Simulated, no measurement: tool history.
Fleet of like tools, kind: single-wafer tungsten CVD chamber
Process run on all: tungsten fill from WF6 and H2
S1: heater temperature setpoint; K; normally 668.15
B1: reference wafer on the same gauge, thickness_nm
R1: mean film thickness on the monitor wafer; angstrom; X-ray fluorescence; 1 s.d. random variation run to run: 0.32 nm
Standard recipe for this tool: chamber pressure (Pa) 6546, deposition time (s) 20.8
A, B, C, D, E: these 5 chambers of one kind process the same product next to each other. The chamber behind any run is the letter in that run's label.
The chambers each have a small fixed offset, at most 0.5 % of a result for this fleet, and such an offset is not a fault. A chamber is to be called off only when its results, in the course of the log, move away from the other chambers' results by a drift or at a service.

run 1A hour=5.6 | S1=668.15 chamber_pressure_(Pa)=6546 deposition_time_(s)=20.8 | B1=74.456 | R1=695.50
run 2D hour=10.4 | S1=668.15 chamber_pressure_(Pa)=6546 deposition_time_(s)=20.8 | B1=74.531 | R1=688.50
run 3B hour=19.6 | S1=668.15 chamber_pressure_(Pa)=6546 deposition_time_(s)=20.8 | B1=74.494 | R1=694.26
run 4E hour=24.6 | S1=668.15 chamber_pressure_(Pa)=6546 deposition_time_(s)=20.8 | B1=74.624 | R1=699.38
run 5C hour=31.8 | S1=668.15 chamber_pressure_(Pa)=6546 deposition_time_(s)=20.8 | B1=74.477 | R1=690.54
run 6B hour=36.6 | S1=668.15 chamber_pressure_(Pa)=6546 deposition_time_(s)=20.8 | B1=74.452 | R1=687.68
run 7E hour=46.3 | S1=668.15 chamber_pressure_(Pa)=6546 deposition_time_(s)=20.8 | B1=74.487 | R1=694.52
run 8D hour=55.8 | S1=668.15 chamber_pressure_(Pa)=6546 deposition_time_(s)=20.8 | B1=74.489 | R1=686.91
run 9A hour=61.1 | S1=658.15 chamber_pressure_(Pa)=6546 deposition_time_(s)=22.6 | B1=74.549 | R1=624.89
run 10C hour=66.8 | S1=658.15 chamber_pressure_(Pa)=6546 deposition_time_(s)=22.6 | B1=74.465 | R1=617.68
run 11C hour=72.9 | S1=658.15 chamber_pressure_(Pa)=6546 deposition_time_(s)=22.6 | B1=74.518 | R1=618.72
run 12E hour=80.7 | S1=658.15 chamber_pressure_(Pa)=6546 deposition_time_(s)=22.6 | B1=74.538 | R1=618.07
run 13A hour=89.3 | S1=658.15 chamber_pressure_(Pa)=6546 deposition_time_(s)=22.6 | B1=74.494 | R1=621.85
run 14D hour=99.0 | S1=668.15 chamber_pressure_(Pa)=6546 deposition_time_(s)=20.8 | B1=74.553 | R1=697.50
run 15B hour=106.3 | S1=668.15 chamber_pressure_(Pa)=6546 deposition_time_(s)=20.8 | B1=74.566 | R1=687.06
run 16C hour=115.9 | S1=668.15 chamber_pressure_(Pa)=6546 deposition_time_(s)=20.8 | B1=74.385 | R1=682.81
run 17D hour=124.1 | S1=668.15 chamber_pressure_(Pa)=6546 deposition_time_(s)=20.8 | B1=74.476 | R1=694.79
run 18E hour=131.6 | S1=668.15 chamber_pressure_(Pa)=6546 deposition_time_(s)=20.8 | B1=74.555 | R1=688.32
run 19B hour=141.5 | S1=668.15 chamber_pressure_(Pa)=6546 deposition_time_(s)=20.8 | B1=74.563 | R1=689.57
run 20A hour=151.9 | S1=668.15 chamber_pressure_(Pa)=6546 deposition_time_(s)=20.8 | B1=74.532 | R1=702.15
run 21C hour=161.1 | S1=668.15 chamber_pressure_(Pa)=6546 deposition_time_(s)=20.8 | B1=74.482 | R1=689.26
run 22A hour=167.0 | S1=668.15 chamber_pressure_(Pa)=6546 deposition_time_(s)=20.8 | B1=74.499 | R1=698.59
run 23D hour=175.8 | S1=668.15 chamber_pressure_(Pa)=6546 deposition_time_(s)=17.7 | B1=74.470 | R1=582.78
run 24B hour=184.1 | S1=668.15 chamber_pressure_(Pa)=6546 deposition_time_(s)=17.7 | B1=74.563 | R1=581.48
run 25E hour=193.0 | S1=668.15 chamber_pressure_(Pa)=6546 deposition_time_(s)=17.7 | B1=74.490 | R1=587.61
run 26E hour=201.6 | S1=668.15 chamber_pressure_(Pa)=6546 deposition_time_(s)=17.7 | B1=74.467 | R1=582.98
run 27C hour=206.8 | S1=668.15 chamber_pressure_(Pa)=6546 deposition_time_(s)=17.7 | B1=74.459 | R1=583.16
run 28B hour=217.0 | S1=656.15 chamber_pressure_(Pa)=6546 deposition_time_(s)=18.7 | B1=74.550 | R1=491.06
run 29D hour=227.0 | S1=656.15 chamber_pressure_(Pa)=6546 deposition_time_(s)=18.7 | B1=74.491 | R1=476.10
run 30A hour=236.2 | S1=656.15 chamber_pressure_(Pa)=6546 deposition_time_(s)=18.7 | B1=74.509 | R1=492.75
run 31C hour=245.9 | S1=656.15 chamber_pressure_(Pa)=6546 deposition_time_(s)=18.7 | B1=74.569 | R1=488.44
run 32B hour=252.6 | S1=656.15 chamber_pressure_(Pa)=6546 deposition_time_(s)=18.7 | B1=74.544 | R1=487.98
run 33A hour=259.7 | S1=668.15 chamber_pressure_(Pa)=6546 deposition_time_(s)=20.8 | B1=74.464 | R1=695.35
run 34E hour=266.2 | S1=674.15 chamber_pressure_(Pa)=6546 deposition_time_(s)=16.9 | B1=74.563 | R1=627.03
run 35D hour=272.0 | S1=674.15 chamber_pressure_(Pa)=6546 deposition_time_(s)=16.9 | B1=74.473 | R1=602.58

Read the log: is a single chamber off, either drifting away or since a service, is the gauge that measures every chamber drifting, or is nothing wrong beyond small per-chamber offsets? Name any odd chamber and what most likely caused it.

It is chamber D that slowly wanders off from its peers.
Cause: wafer temperature below the value expected at the setpoint (K) = 2.16.
The log might look much the same if the cause were instead: true pressure below the setpoint (%).

Here are 4 candidates for chamber D's next run, each the usual settings with a change, their results left as question marks. Which one brings its results back in line with what the others give on the usual settings?
Counts as in line when no further than this from what the other chambers average on the usual settings: R1 11.00 angstrom
run 36D-1 hour=279.8 | S1=668.15 chamber_pressure_(Pa)=6266 deposition_time_(s)=19.6 | R1=?
run 36D-2 hour=279.8 | S1=668.15 chamber_pressure_(Pa)=6826 deposition_time_(s)=22.0 | R1=?
run 36D-3 hour=279.8 | S1=666.15 chamber_pressure_(Pa)=6466 deposition_time_(s)=20.8 | R1=?
run 36D-4 hour=279.8 | S1=669.15 chamber_pressure_(Pa)=6599 deposition_time_(s)=21.1 | R1=?

The mean the other chambers reach with the usual settings: R1 691.96 angstrom
run=36D-1 R1=612.01
run=36D-2 R1=715.18
run=36D-3 R1=634.27
run=36D-4 R1=688.21
The answer is 36D-4, which returns the chamber to within the allowed miss of the others.
